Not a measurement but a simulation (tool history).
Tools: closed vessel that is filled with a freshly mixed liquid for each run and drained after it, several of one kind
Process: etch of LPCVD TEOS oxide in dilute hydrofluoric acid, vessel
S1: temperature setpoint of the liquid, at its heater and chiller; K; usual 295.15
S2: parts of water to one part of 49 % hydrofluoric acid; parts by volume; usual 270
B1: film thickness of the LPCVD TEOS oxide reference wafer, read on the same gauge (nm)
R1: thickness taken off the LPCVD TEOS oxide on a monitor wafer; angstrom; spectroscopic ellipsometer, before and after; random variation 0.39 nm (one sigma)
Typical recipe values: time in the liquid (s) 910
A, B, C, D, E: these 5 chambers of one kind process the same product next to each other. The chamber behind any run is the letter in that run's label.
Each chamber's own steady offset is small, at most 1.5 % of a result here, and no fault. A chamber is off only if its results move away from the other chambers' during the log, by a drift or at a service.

{"run": "1D", "hour": 7.0, "S1": 295.15, "S2": 270, "time in the liquid (s)": 910, "B1": 110.03, "R1": 442.7}
{"run": "2B", "hour": 13.6, "S1": 295.15, "S2": 270, "time in the liquid (s)": 910, "B1": 110.02, "R1": 435.47}
{"run": "3C", "hour": 20.5, "S1": 295.15, "S2": 270, "time in the liquid (s)": 910, "B1": 109.97, "R1": 445.12}
{"run": "4A", "hour": 25.4, "S1": 295.15, "S2": 270, "time in the liquid (s)": 910, "B1": 109.98, "R1": 439.83}
{"run": "5E", "hour": 31.0, "S1": 295.15, "S2": 270, "time in the liquid (s)": 910, "B1": 110.01, "R1": 440.61}
{"run": "6C", "hour": 36.4, "S1": 295.15, "S2": 270, "time in the liquid (s)": 910, "B1": 109.99, "R1": 439.93}
{"run": "7B", "hour": 42.3, "S1": 295.15, "S2": 270, "time in the liquid (s)": 910, "B1": 109.95, "R1": 445.47}
{"run": "8E", "hour": 50.2, "S1": 295.15, "S2": 270, "time in the liquid (s)": 910, "B1": 110.01, "R1": 446.53}
{"run": "9A", "hour": 55.7, "S1": 296.65, "S2": 270, "time in the liquid (s)": 560, "B1": 110.04, "R1": 282.2}
{"run": "10D", "hour": 64.0, "S1": 296.65, "S2": 270, "time in the liquid (s)": 560, "B1": 110.01, "R1": 287.84}
{"run": "11B", "hour": 68.1, "S1": 296.65, "S2": 270, "time in the liquid (s)": 560, "B1": 109.98, "R1": 284.92}
{"run": "12A", "hour": 72.6, "S1": 296.65, "S2": 270, "time in the liquid (s)": 560, "B1": 110.01, "R1": 282.51}
{"run": "13C", "hour": 79.5, "S1": 296.65, "S2": 270, "time in the liquid (s)": 560, "B1": 110.05, "R1": 284.27}
{"run": "14D", "hour": 83.7, "S1": 295.15, "S2": 270, "time in the liquid (s)": 910, "B1": 110.0, "R1": 446.84}
{"hour": 85.0, "done": "chamber D: hydrofluoric acid flow meter replaced"}
{"run": "15E", "hour": 90.1, "S1": 295.15, "S2": 270, "time in the liquid (s)": 910, "B1": 110.0, "R1": 445.39}
{"run": "16C", "hour": 95.6, "S1": 295.15, "S2": 270, "time in the liquid (s)": 910, "B1": 110.0, "R1": 434.29}
{"run": "17A", "hour": 103.2, "S1": 295.15, "S2": 270, "time in the liquid (s)": 910, "B1": 110.01, "R1": 434.86}
{"run": "18B", "hour": 109.2, "S1": 295.15, "S2": 270, "time in the liquid (s)": 910, "B1": 110.03, "R1": 422.95}
{"run": "19D", "hour": 112.9, "S1": 295.15, "S2": 315, "time in the liquid (s)": 910, "B1": 110.01, "R1": 358.55}
{"run": "20E", "hour": 117.8, "S1": 295.15, "S2": 315, "time in the liquid (s)": 910, "B1": 110.01, "R1": 360.89}
{"run": "21C", "hour": 124.9, "S1": 295.15, "S2": 315, "time in the liquid (s)": 910, "B1": 110.0, "R1": 358.75}
{"run": "22D", "hour": 132.8, "S1": 295.15, "S2": 315, "time in the liquid (s)": 910, "B1": 109.96, "R1": 362.04}
{"run": "23E", "hour": 140.5, "S1": 295.15, "S2": 315, "time in the liquid (s)": 910, "B1": 109.96, "R1": 366.98}
{"run": "24B", "hour": 147.5, "S1": 295.15, "S2": 270, "time in the liquid (s)": 910, "B1": 110.03, "R1": 406.73}
{"run": "25A", "hour": 153.6, "S1": 295.15, "S2": 270, "time in the liquid (s)": 910, "B1": 109.98, "R1": 435.41}
{"run": "26B", "hour": 158.6, "S1": 295.15, "S2": 270, "time in the liquid (s)": 910, "B1": 110.0, "R1": 397.25}
{"run": "27A", "hour": 164.2, "S1": 295.15, "S2": 270, "time in the liquid (s)": 910, "B1": 109.99, "R1": 441.84}
{"run": "28D", "hour": 168.6, "S1": 295.15, "S2": 270, "time in the liquid (s)": 910, "B1": 110.0, "R1": 438.26}
{"run": "29C", "hour": 173.7, "S1": 295.15, "S2": 270, "time in the liquid (s)": 910, "B1": 110.02, "R1": 440.68}
{"run": "30E", "hour": 178.5, "S1": 295.15, "S2": 270, "time in the liquid (s)": 910, "B1": 110.02, "R1": 447.88}

Predict what each chamber gives when all 5 of them run the settings below next.
{"run": "31A", "hour": 184.7, "S1": 295.15, "S2": 355, "time in the liquid (s)": 910, "R1": "?"}
{"run": "31B", "hour": 184.7, "S1": 295.15, "S2": 355, "time in the liquid (s)": 910, "R1": "?"}
{"run": "31C", "hour": 184.7, "S1": 295.15, "S2": 355, "time in the liquid (s)": 910, "R1": "?"}
{"run": "31D", "hour": 184.7, "S1": 295.15, "S2": 355, "time in the liquid (s)": 910, "R1": "?"}
{"run": "31E", "hour": 184.7, "S1": 295.15, "S2": 355, "time in the liquid (s)": 910, "R1": "?"}

run=31A R1=305.94
run=31B R1=276.80
run=31C R1=306.15
run=31D R1=307.90
run=31E R1=312.19
